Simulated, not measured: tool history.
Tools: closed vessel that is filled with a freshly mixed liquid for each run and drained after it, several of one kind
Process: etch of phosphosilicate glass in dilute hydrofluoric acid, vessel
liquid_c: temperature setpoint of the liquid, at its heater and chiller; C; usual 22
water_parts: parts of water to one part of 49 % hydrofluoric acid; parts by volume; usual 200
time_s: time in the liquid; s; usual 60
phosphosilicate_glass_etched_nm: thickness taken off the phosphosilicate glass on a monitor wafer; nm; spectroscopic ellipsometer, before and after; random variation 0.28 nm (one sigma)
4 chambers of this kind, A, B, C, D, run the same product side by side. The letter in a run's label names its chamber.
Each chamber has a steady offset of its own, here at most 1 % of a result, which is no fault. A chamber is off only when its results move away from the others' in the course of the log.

run,hour,liquid_c,water_parts,time_s,"read-back film thickness of the phosphosilicate glass reference wafer, read on the same gauge (nm)",phosphosilicate_glass_etched_nm
1D,3.9,22,200,60,110.01,49.176
2C,10,22,200,60,110.01,50.357
3B,17.6,22,200,60,109.98,49.604
4A,22.9,22,200,60,109.98,49.891
5A,27,22,200,60,110,49.807
6B,32.1,22,200,60,110,50
7C,39.6,22,200,60,110.05,50.128
8D,46.2,22,200,60,109.99,49.012
9A,52.7,22,200,60,109.95,49.846
10B,58,22,200,60,110.04,49.18
11D,62.5,22,200,60,109.99,49.494
12C,69.4,22,110,75,110.04,123.94
13A,77.2,22,110,75,110.01,124.54
14C,82.3,22,110,75,110.01,124.11
15D,87.7,22,110,75,110,123.6
16B,94,22,200,60,109.96,49.418
17A,101.8,22,200,60,109.96,50.303
18C,106.3,22,200,60,109.99,49.732
19B,113.7,22,200,60,109.98,49.758
20D,120,22,200,60,109.98,49.045
21B,125.3,22,200,60,109.98,49.684
22C,132.5,22,200,60,109.99,49.469
23D,137.5,23.5,200,60,109.98,51.963
24A,142.7,23.5,200,60,110,54.843
25B,150.2,23.5,200,60,109.97,52.418
26A,157.8,23.5,200,60,109.99,54.634
# hour 161: chamber D: hydrofluoric acid flow meter replaced
27C,163.2,22,200,60,110.01,49.654
28D,168.8,22,130,90,109.99,122.51
29A,172.4,22,130,90,109.99,129.14
30D,179.2,22,130,90,110.02,123.46
31B,185.4,22,130,90,109.96,122.47
32C,191.8,22,200,60,109.98,49.766
# hour 192.4: chamber A: hydrofluoric acid flow meter replaced
33A,197.6,22,200,60,110,52.687
34B,203.7,22,200,60,110.03,49.331
35C,209.7,22,200,60,110.04,49.056
36D,215.3,22,200,60,109.95,49.274
# hour 216.4: chamber B: thermometer replaced
37C,221.6,22,200,80,110.02,65.856
38B,225,22,200,80,109.99,66.363
39A,230.8,22,200,80,110.01,71.806
40D,234.7,22,200,80,110.02,65.672
41A,241.9,24.5,200,60,109.94,58.792
42B,246.1,24.5,200,60,109.99,54.261

Next, every chamber runs the same settings. What will each give?
43A,251.8,22,200,60,,?
43B,251.8,22,200,60,,?
43C,251.8,22,200,60,,?
43D,251.8,22,200,60,,?

run,phosphosilicate_glass_etched_nm
43A,54.717
43B,49.643
43C,49.896
43D,48.989
